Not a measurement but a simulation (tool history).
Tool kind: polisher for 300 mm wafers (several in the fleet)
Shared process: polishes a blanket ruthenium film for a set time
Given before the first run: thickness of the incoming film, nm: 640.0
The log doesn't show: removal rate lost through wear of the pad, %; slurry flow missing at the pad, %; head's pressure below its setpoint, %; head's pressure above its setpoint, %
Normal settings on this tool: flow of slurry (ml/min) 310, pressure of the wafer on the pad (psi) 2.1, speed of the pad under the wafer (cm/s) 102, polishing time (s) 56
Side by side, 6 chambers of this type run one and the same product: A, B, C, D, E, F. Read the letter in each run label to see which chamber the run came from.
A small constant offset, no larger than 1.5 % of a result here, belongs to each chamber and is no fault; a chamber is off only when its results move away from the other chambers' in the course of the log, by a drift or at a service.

run    day  flow of slurry (ml/min)  pressure of the wafer on the pad (psi)  speed of the pad under the wafer (cm/s)  polishing time (s)  wafers polished on this pad  hours since the slurry nozzle was cleaned  hours since the head pressure was calibrated  film removed (nm)
      0.05  -- chamber D: worn pad replaced by a new one
 1A  0.175                      310                                     2.1                                      102                  56                         1115                                      989.9                                        1481.3             56.127
 2E  0.317                      310                                     2.1                                      102                  56                          198                                      511.5                                           497             55.524
 3D  0.458                      310                                     2.1                                      102                  56                          112                                       49.4                                          41.5              55.58
 4C  0.617                      310                                     2.1                                      102                  56                          458                                      261.5                                         124.1             56.446
     0.654  -- chamber A: slurry nozzle cleaned
 5F  0.783                      310                                     2.1                                      102                  56                          346                                      706.3                                         174.6             55.046
 6B  0.954                      310                                     2.1                                      102                  56                          800                                      176.7                                          40.1             55.051
     1.025  -- chamber A: worn pad replaced by a new one
 7A  1.092                      310                                     2.6                                       72                  56                           18                                       10.6                                        1503.3             48.742
 8D  1.279                      310                                     2.6                                       72                  56                          339                                       69.1                                          61.2             48.072
 9E    1.4                      310                                     2.6                                       72                  56                          498                                      537.5                                           523             48.554
10F  1.529                      310                                     2.6                                       72                  56                          552                                      724.2                                         192.5             47.865
11C  1.633                      310                                     2.6                                       72                  56                          738                                      285.9                                         148.5             48.677
12B  1.762                      310                                     2.6                                       72                  56                         1023                                      196.1                                          59.5             48.033
13A  1.942                      275                                     2.1                                      102                  56                          253                                         31                                        1523.7             53.909
14C  2.062                      275                                     2.1                                      102                  56                          857                                      296.2                                         158.8              55.27
15F  2.229                      275                                     2.1                                      102                  56                          746                                        741                                         209.3             54.267
16B   2.35                      275                                     2.1                                      102                  56                         1186                                      210.2                                          73.6             54.216
17E  2.454                      275                                     2.1                                      102                  56                          789                                      562.8                                         548.3             55.933
     2.508  -- chamber E: worn pad replaced by a new one
18D   2.55                      275                                     2.1                                      102                  56                          690                                       99.6                                          91.7             54.765
19D  2.725                      310                                     2.1                                      102                  56                          739                                      103.8                                          95.9             55.065
     2.792  -- chamber B: worn pad replaced by a new one
20E  2.912                      310                                     2.7                                      132                  56                          112                                      573.8                                         559.3             92.825
21C  3.121                      310                                     2.7                                      132                  56                         1149                                      321.6                                         184.2              93.16
     3.262  -- chamber F: worn pad replaced by a new one
22B  3.321                      310                                     2.7                                      132                  56                          147                                      233.5                                          96.9             92.367
     3.404  -- chamber C: worn pad replaced by a new one
23F  3.425                      310                                     2.7                                      132                  56                           45                                      769.7                                           238             90.832
     3.579  -- chamber F: slurry nozzle cleaned
24A  3.629                      310                                     2.7                                      132                  56                          719                                       71.5                                        1564.2             92.364
      3.65  -- chamber D: worn pad replaced by a new one
25B  3.796                      310                                     2.7                                      132                  56                          278                                      244.9                                         108.3             90.788
     3.804  -- chamber A: head pressure recalibrated
26F  3.912                      310                                     2.1                                      102                  56                          179                                          8                                         249.7             54.891
27E    4.1                      310                                     2.1                                      102                  56                          440                                      602.3                                         587.8             54.388
     4.175  -- chamber C: slurry nozzle cleaned
28A  4.258                      310                                     2.1                                      102                  38                          893                                       86.6                                          10.9             35.325
29C  4.458                      310                                     2.1                                      102                  38                          291                                        6.8                                         216.3             37.636
30D  4.588                      310                                     2.1                                      102                  38                          259                                      148.5                                         140.6             37.601
     4.704  -- chamber E: worn pad replaced by a new one
     4.712  -- chamber E: head pressure recalibrated
31A  4.779                      310                                     2.1                                      102                  38                         1037                                       99.1                                          23.4             35.464
32B  4.983                      310                                     2.1                                      102                  38                          606                                      273.4                                         136.8             36.856
33C  5.146                      310                                     2.1                                      102                  38                          481                                       23.3                                         232.8             37.869
34E  5.338                      310                                     2.1                                      102                  56                          175                                        632                                          15.1             55.908
35D  5.508                      310                                     1.7                                      102                  48                          513                                      170.6                                         162.7             38.869
36F  5.629                      310                                     1.7                                      102                  48                          654                                       49.2                                         290.9             38.182
37F  5.808                      310                                     1.7                                      102                  48                          703                                       53.5                                         295.2              38.93
38D  5.992                      310                                     1.7                                      102                  48                          647                                      182.2                                         174.3             39.192

Predict what each chamber gives when all 6 of them run the settings below next.
39A  6.142                      310                                     2.1                                      102                  56                                                                                                                                        ?
39B  6.142                      310                                     2.1                                      102                  56                                                                                                                                        ?
39C  6.142                      310                                     2.1                                      102                  56                                                                                                                                        ?
39D  6.142                      310                                     2.1                                      102                  56                                                                                                                                        ?
39E  6.142                      310                                     2.1                                      102                  56                                                                                                                                        ?
39F  6.142                      310                                     2.1                                      102                  56                                                                                                                                        ?

run  film removed (nm)
39A              52.34
39B             54.461
39C             55.332
39D             55.786
39E             55.186
39F             55.191
